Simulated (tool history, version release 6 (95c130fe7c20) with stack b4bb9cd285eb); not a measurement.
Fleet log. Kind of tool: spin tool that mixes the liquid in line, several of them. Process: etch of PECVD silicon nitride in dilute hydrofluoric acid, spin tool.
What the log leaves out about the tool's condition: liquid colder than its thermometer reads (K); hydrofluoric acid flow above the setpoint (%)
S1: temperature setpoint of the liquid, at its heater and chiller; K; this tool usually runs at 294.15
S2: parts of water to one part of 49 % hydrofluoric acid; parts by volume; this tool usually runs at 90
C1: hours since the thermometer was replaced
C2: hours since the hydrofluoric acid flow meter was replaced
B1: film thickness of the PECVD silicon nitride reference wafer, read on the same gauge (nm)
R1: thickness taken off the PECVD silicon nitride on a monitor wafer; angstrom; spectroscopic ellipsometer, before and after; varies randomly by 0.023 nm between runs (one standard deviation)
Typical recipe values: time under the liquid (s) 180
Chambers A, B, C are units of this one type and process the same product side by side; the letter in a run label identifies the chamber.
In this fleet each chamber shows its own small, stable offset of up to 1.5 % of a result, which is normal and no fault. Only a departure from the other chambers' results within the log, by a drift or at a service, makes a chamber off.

{"run": "1A", "hour": 3.4, "S1": 294.15, "S2": 90, "time under the liquid (s)": 180, "C1": 2170.8, "C2": 489.2, "B1": 139.97, "R1": 34.066}
{"run": "2C", "hour": 7.3, "S1": 294.15, "S2": 90, "time under the liquid (s)": 180, "C1": 613.2, "C2": 577.0, "B1": 140.01, "R1": 33.677}
{"run": "3B", "hour": 14.4, "S1": 294.15, "S2": 90, "time under the liquid (s)": 180, "C1": 241.2, "C2": 1077.4, "B1": 139.99, "R1": 34.118}
{"run": "4A", "hour": 20.6, "S1": 294.15, "S2": 90, "time under the liquid (s)": 180, "C1": 2188.0, "C2": 506.4, "B1": 139.98, "R1": 34.232}
{"run": "5B", "hour": 23.9, "S1": 294.15, "S2": 90, "time under the liquid (s)": 180, "C1": 250.7, "C2": 1086.9, "B1": 140.06, "R1": 34.874}
{"run": "6C", "hour": 30.7, "S1": 294.15, "S2": 90, "time under the liquid (s)": 180, "C1": 636.6, "C2": 600.4, "B1": 140.0, "R1": 33.417}
{"run": "7C", "hour": 36.3, "S1": 291.15, "S2": 70, "time under the liquid (s)": 180, "C1": 642.2, "C2": 606.0, "B1": 139.96, "R1": 35.108}
{"run": "8B", "hour": 39.7, "S1": 291.15, "S2": 70, "time under the liquid (s)": 180, "C1": 266.5, "C2": 1102.7, "B1": 140.02, "R1": 35.579}
{"run": "9A", "hour": 45.0, "S1": 291.15, "S2": 70, "time under the liquid (s)": 180, "C1": 2212.4, "C2": 530.8, "B1": 140.04, "R1": 35.779}
{"run": "10A", "hour": 51.7, "S1": 294.15, "S2": 90, "time under the liquid (s)": 180, "C1": 2219.1, "C2": 537.5, "B1": 140.03, "R1": 34.014}
{"run": "11B", "hour": 58.3, "S1": 294.15, "S2": 90, "time under the liquid (s)": 180, "C1": 285.1, "C2": 1121.3, "B1": 140.0, "R1": 33.986}
{"run": "12C", "hour": 62.3, "S1": 294.15, "S2": 90, "time under the liquid (s)": 180, "C1": 668.2, "C2": 632.0, "B1": 140.03, "R1": 33.86}
{"run": "13B", "hour": 67.0, "S1": 294.15, "S2": 90, "time under the liquid (s)": 180, "C1": 293.8, "C2": 1130.0, "B1": 140.0, "R1": 34.091}
{"run": "14C", "hour": 71.3, "S1": 294.15, "S2": 90, "time under the liquid (s)": 180, "C1": 677.2, "C2": 641.0, "B1": 139.99, "R1": 33.767}
{"run": "15A", "hour": 75.7, "S1": 294.15, "S2": 90, "time under the liquid (s)": 180, "C1": 2243.1, "C2": 561.5, "B1": 140.02, "R1": 34.319}
{"run": "16A", "hour": 80.9, "S1": 294.15, "S2": 90, "time under the liquid (s)": 180, "C1": 2248.3, "C2": 566.7, "B1": 139.98, "R1": 33.849}
{"run": "17B", "hour": 86.7, "S1": 294.15, "S2": 90, "time under the liquid (s)": 180, "C1": 313.5, "C2": 1149.7, "B1": 139.95, "R1": 34.484}
{"run": "18C", "hour": 90.4, "S1": 294.15, "S2": 90, "time under the liquid (s)": 180, "C1": 696.3, "C2": 660.1, "B1": 140.0, "R1": 33.401}
{"run": "19B", "hour": 96.4, "S1": 294.15, "S2": 90, "time under the liquid (s)": 180, "C1": 323.2, "C2": 1159.4, "B1": 140.01, "R1": 34.323}
{"run": "20A", "hour": 101.4, "S1": 294.15, "S2": 90, "time under the liquid (s)": 180, "C1": 2268.8, "C2": 587.2, "B1": 139.99, "R1": 33.87}
{"run": "21C", "hour": 107.3, "S1": 294.15, "S2": 90, "time under the liquid (s)": 180, "C1": 713.2, "C2": 677.0, "B1": 139.97, "R1": 33.512}
{"run": "22B", "hour": 110.3, "S1": 294.15, "S2": 90, "time under the liquid (s)": 180, "C1": 337.1, "C2": 1173.3, "B1": 139.98, "R1": 34.264}
{"run": "23C", "hour": 114.4, "S1": 294.15, "S2": 90, "time under the liquid (s)": 180, "C1": 720.3, "C2": 684.1, "B1": 140.02, "R1": 33.668}
{"run": "24A", "hour": 117.5, "S1": 294.15, "S2": 90, "time under the liquid (s)": 180, "C1": 2284.9, "C2": 603.3, "B1": 139.98, "R1": 34.188}
{"run": "25A", "hour": 123.0, "S1": 294.15, "S2": 90, "time under the liquid (s)": 180, "C1": 2290.4, "C2": 608.8, "B1": 140.06, "R1": 34.232}
{"run": "26B", "hour": 126.1, "S1": 294.15, "S2": 90, "time under the liquid (s)": 180, "C1": 352.9, "C2": 1189.1, "B1": 139.98, "R1": 34.634}
{"run": "27C", "hour": 132.4, "S1": 294.15, "S2": 90, "time under the liquid (s)": 180, "C1": 738.3, "C2": 702.1, "B1": 140.01, "R1": 33.817}
{"run": "28A", "hour": 137.4, "S1": 294.15, "S2": 90, "time under the liquid (s)": 180, "C1": 2304.8, "C2": 623.2, "B1": 140.02, "R1": 34.218}
{"run": "29C", "hour": 142.8, "S1": 294.15, "S2": 90, "time under the liquid (s)": 180, "C1": 748.7, "C2": 712.5, "B1": 139.99, "R1": 33.952}
{"run": "30B", "hour": 147.7, "S1": 294.15, "S2": 90, "time under the liquid (s)": 180, "C1": 374.5, "C2": 1210.7, "B1": 140.01, "R1": 34.578}
{"run": "31C", "hour": 153.9, "S1": 294.15, "S2": 90, "time under the liquid (s)": 180, "C1": 759.8, "C2": 723.6, "B1": 140.01, "R1": 33.602}
{"run": "32A", "hour": 159.6, "S1": 294.15, "S2": 90, "time under the liquid (s)": 180, "C1": 2327.0, "C2": 645.4, "B1": 139.98, "R1": 34.301}
{"run": "33B", "hour": 166.4, "S1": 294.15, "S2": 90, "time under the liquid (s)": 130, "C1": 393.2, "C2": 1229.4, "B1": 139.96, "R1": 25.197}
{"run": "34A", "hour": 172.4, "S1": 294.15, "S2": 90, "time under the liquid (s)": 130, "C1": 2339.8, "C2": 658.2, "B1": 140.01, "R1": 24.385}
{"run": "35B", "hour": 177.5, "S1": 294.15, "S2": 90, "time under the liquid (s)": 130, "C1": 404.3, "C2": 1240.5, "B1": 139.96, "R1": 24.794}
{"hour": 180.8, "done": "chamber A: hydrofluoric acid flow meter replaced"}
{"run": "36C", "hour": 181.1, "S1": 294.15, "S2": 90, "time under the liquid (s)": 180, "C1": 787.0, "C2": 750.8, "B1": 140.01, "R1": 34.096}
{"run": "37B", "hour": 185.1, "S1": 294.15, "S2": 90, "time under the liquid (s)": 180, "C1": 411.9, "C2": 1248.1, "B1": 140.01, "R1": 34.52}
{"run": "38C", "hour": 190.2, "S1": 294.15, "S2": 90, "time under the liquid (s)": 180, "C1": 796.1, "C2": 759.9, "B1": 139.97, "R1": 33.597}
{"run": "39A", "hour": 196.9, "S1": 294.15, "S2": 90, "time under the liquid (s)": 180, "C1": 2364.3, "C2": 16.2, "B1": 140.0, "R1": 34.012}
{"run": "40A", "hour": 201.4, "S1": 294.15, "S2": 90, "time under the liquid (s)": 180, "C1": 2368.8, "C2": 20.7, "B1": 140.0, "R1": 34.512}
{"run": "41C", "hour": 205.2, "S1": 294.15, "S2": 90, "time under the liquid (s)": 180, "C1": 811.1, "C2": 774.9, "B1": 139.96, "R1": 33.497}

What goes on in this fleet: one chamber off, a drifting gauge, or nothing beyond the chambers' own small offsets? Name the chamber and the cause, if any.

All chambers stay in line apart from their small fixed offsets, and the gauge does not drift.

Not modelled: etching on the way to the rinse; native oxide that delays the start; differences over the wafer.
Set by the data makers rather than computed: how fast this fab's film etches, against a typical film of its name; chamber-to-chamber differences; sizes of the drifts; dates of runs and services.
